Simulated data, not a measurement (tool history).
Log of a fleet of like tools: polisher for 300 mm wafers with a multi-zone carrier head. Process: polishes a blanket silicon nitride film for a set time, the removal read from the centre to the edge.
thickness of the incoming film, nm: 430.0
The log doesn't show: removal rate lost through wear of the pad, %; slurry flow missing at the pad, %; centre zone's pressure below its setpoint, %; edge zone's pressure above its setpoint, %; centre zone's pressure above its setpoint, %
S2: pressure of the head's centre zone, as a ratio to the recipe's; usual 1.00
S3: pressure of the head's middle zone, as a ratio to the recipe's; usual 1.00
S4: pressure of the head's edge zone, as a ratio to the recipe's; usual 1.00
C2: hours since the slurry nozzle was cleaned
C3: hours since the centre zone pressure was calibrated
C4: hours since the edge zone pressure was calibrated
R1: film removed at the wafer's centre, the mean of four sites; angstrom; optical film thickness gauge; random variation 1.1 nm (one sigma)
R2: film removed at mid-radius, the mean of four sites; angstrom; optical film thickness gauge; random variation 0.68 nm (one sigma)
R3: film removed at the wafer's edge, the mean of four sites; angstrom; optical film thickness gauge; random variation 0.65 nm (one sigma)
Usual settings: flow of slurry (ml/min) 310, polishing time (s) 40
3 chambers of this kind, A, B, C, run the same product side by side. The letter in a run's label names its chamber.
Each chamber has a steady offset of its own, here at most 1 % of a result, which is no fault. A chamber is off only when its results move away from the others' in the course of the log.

Run 1B, hour 9.5: usual settings; wafers polished on this pad 354; C2 454.6; C3 244.1; C4 460.5. Result: R1 894.88 angstrom, R2 877.95 angstrom, R3 865.30 angstrom.
At hour 14.2: chamber A: worn pad replaced by a new one.
Run 2A, hour 18.8: usual settings; wafers polished on this pad 61; C2 975.5; C3 823.1; C4 1194.9. Result: R1 881.33 angstrom, R2 860.79 angstrom, R3 882.91 angstrom.
Run 3C, hour 28.4: usual settings; wafers polished on this pad 450; C2 195.9; C3 839.9; C4 322.5. Result: R1 872.93 angstrom, R2 878.92 angstrom, R3 870.90 angstrom.
Run 4B, hour 39.6: usual settings; wafers polished on this pad 751; C2 484.7; C3 274.2; C4 490.6. Result: R1 875.72 angstrom, R2 878.50 angstrom, R3 877.49 angstrom.
At hour 41.0: chamber B: worn pad replaced by a new one.
Run 5A, hour 48.6: usual settings but S3 0.92; wafers polished on this pad 454; C2 1005.3; C3 852.9; C4 1224.7. Result: R1 883.46 angstrom, R2 808.11 angstrom, R3 880.09 angstrom.
At hour 55.3: chamber C: centre zone pressure recalibrated.
At hour 58.6: chamber A: slurry nozzle cleaned.
Run 6C, hour 62.6: usual settings but S3 0.92; wafers polished on this pad 901; C2 230.1; C3 7.4; C4 356.7. Result: R1 875.27 angstrom, R2 818.46 angstrom, R3 893.78 angstrom.
At hour 70.5: chamber A: edge zone pressure recalibrated.
At hour 73.9: chamber A: centre zone pressure recalibrated.
Run 7A, hour 74.5: usual settings but S3 0.92; wafers polished on this pad 796; C2 15.9; C3 0.7; C4 4.1. Result: R1 781.31 angstrom, R2 801.19 angstrom, R3 902.44 angstrom.
Run 8B, hour 81.5: usual settings but polishing time (s) 29; wafers polished on this pad 535; C2 526.6; C3 316.1; C4 532.5. Result: R1 633.57 angstrom, R2 634.87 angstrom, R3 637.14 angstrom.
At hour 93.3: chamber A: worn pad replaced by a new one.
Run 9C, hour 94.8: usual settings but polishing time (s) 29; wafers polished on this pad 1327; C2 262.3; C3 39.6; C4 388.9. Result: R1 648.49 angstrom, R2 632.08 angstrom, R3 636.07 angstrom.
Run 10C, hour 105.0: usual settings but polishing time (s) 29; wafers polished on this pad 1461; C2 272.5; C3 49.8; C4 399.1. Result: R1 647.22 angstrom, R2 639.31 angstrom, R3 644.34 angstrom.
At hour 109.9: chamber B: worn pad replaced by a new one.
Run 11B, hour 115.8: usual settings; wafers polished on this pad 78; C2 560.9; C3 350.4; C4 566.8. Result: R1 875.80 angstrom, R2 873.14 angstrom, R3 877.76 angstrom.
At hour 117.6: chamber C: worn pad replaced by a new one.
Run 12A, hour 122.9: usual settings; wafers polished on this pad 392; C2 64.3; C3 49.1; C4 52.5. Result: R1 785.48 angstrom, R2 880.09 angstrom, R3 895.42 angstrom.
Run 13C, hour 132.7: usual settings; wafers polished on this pad 200; C2 300.2; C3 77.5; C4 426.8. Result: R1 884.89 angstrom, R2 869.53 angstrom, R3 880.32 angstrom.
Run 14A, hour 140.9: usual settings; wafers polished on this pad 629; C2 82.3; C3 67.1; C4 70.5. Result: R1 779.69 angstrom, R2 864.31 angstrom, R3 890.64 angstrom.
Run 15B, hour 149.8: usual settings; wafers polished on this pad 527; C2 594.9; C3 384.4; C4 600.8. Result: R1 877.74 angstrom, R2 882.96 angstrom, R3 872.18 angstrom.
At hour 150.1: chamber C: slurry nozzle cleaned.
Run 16A, hour 156.9: usual settings; wafers polished on this pad 841; C2 98.3; C3 83.1; C4 86.5. Result: R1 779.79 angstrom, R2 864.84 angstrom, R3 884.63 angstrom.
Run 17B, hour 164.4: usual settings but S2 1.11, S4 1.11; wafers polished on this pad 720; C2 609.5; C3 399.0; C4 615.4. Result: R1 974.99 angstrom, R2 875.33 angstrom, R3 915.13 angstrom.
At hour 176.0: chamber B: worn pad replaced by a new one.
Run 18C, hour 178.2: usual settings but S2 1.11, S4 1.11; wafers polished on this pad 801; C2 28.2; C3 123.0; C4 472.3. Result: R1 1011.00 angstrom, R2 873.77 angstrom, R3 932.97 angstrom.
Run 19A, hour 184.6: usual settings but S2 1.11, S4 1.11; wafers polished on this pad 1206; C2 126.0; C3 110.8; C4 114.2. Result: R1 903.05 angstrom, R2 867.99 angstrom, R3 937.93 angstrom.
Run 20B, hour 198.8: usual settings; wafers polished on this pad 301; C2 643.9; C3 433.4; C4 649.8. Result: R1 887.02 angstrom, R2 871.26 angstrom, R3 888.68 angstrom.
Run 21C, hour 211.7: usual settings; wafers polished on this pad 1243; C2 61.7; C3 156.5; C4 505.8. Result: R1 867.25 angstrom, R2 889.55 angstrom, R3 875.56 angstrom.
Run 22C, hour 220.3: usual settings; wafers polished on this pad 1357; C2 70.3; C3 165.1; C4 514.4. Result: R1 879.02 angstrom, R2 877.42 angstrom, R3 881.49 angstrom.

What goes on in this fleet: one chamber off, a drifting gauge, or nothing beyond the chambers' own small offsets? Name the chamber and the cause, if any.

A service left chamber A off against the others.
Cause: centre zone's pressure below its setpoint, % = 9.38.

Here are 4 candidates for chamber A's next run, each the usual settings with a change, their results left as question marks. Which one brings its results back in line with what the others give on the usual settings?
In line means no further than this from the other chambers' mean on the usual settings: R1 40.00 angstrom; R2 24.00 angstrom; R3 23.00 angstrom
Run 23A-1, hour 230.6: usual settings but flow of slurry (ml/min) 295, S2 0.83, S3 1.01, S4 1.07. Result: R1 ?, R2 ?, R3 ?.
Run 23A-2, hour 230.6: usual settings but flow of slurry (ml/min) 325, S2 1.17, S3 0.97, S4 0.91, polishing time (s) 41. Result: R1 ?, R2 ?, R3 ?.
Run 23A-3, hour 230.6: usual settings but flow of slurry (ml/min) 305, S2 0.91, S3 1.01, S4 1.04. Result: R1 ?, R2 ?, R3 ?.
Run 23A-4, hour 230.6: usual settings but flow of slurry (ml/min) 315, S2 1.09, S3 0.99, S4 0.96. Result: R1 ?, R2 ?, R3 ?.

The other chambers' mean on the usual settings: R1 877.71 angstrom; R2 874.44 angstrom; R3 874.32 angstrom
  run      R1      R2      R3
23A-1  634.50  878.17  915.68
23A-2  961.27  874.48  869.71
23A-3  706.25  880.68  904.14
23A-4  865.33  866.83  869.54
23A-4 brings the chamber back in line.

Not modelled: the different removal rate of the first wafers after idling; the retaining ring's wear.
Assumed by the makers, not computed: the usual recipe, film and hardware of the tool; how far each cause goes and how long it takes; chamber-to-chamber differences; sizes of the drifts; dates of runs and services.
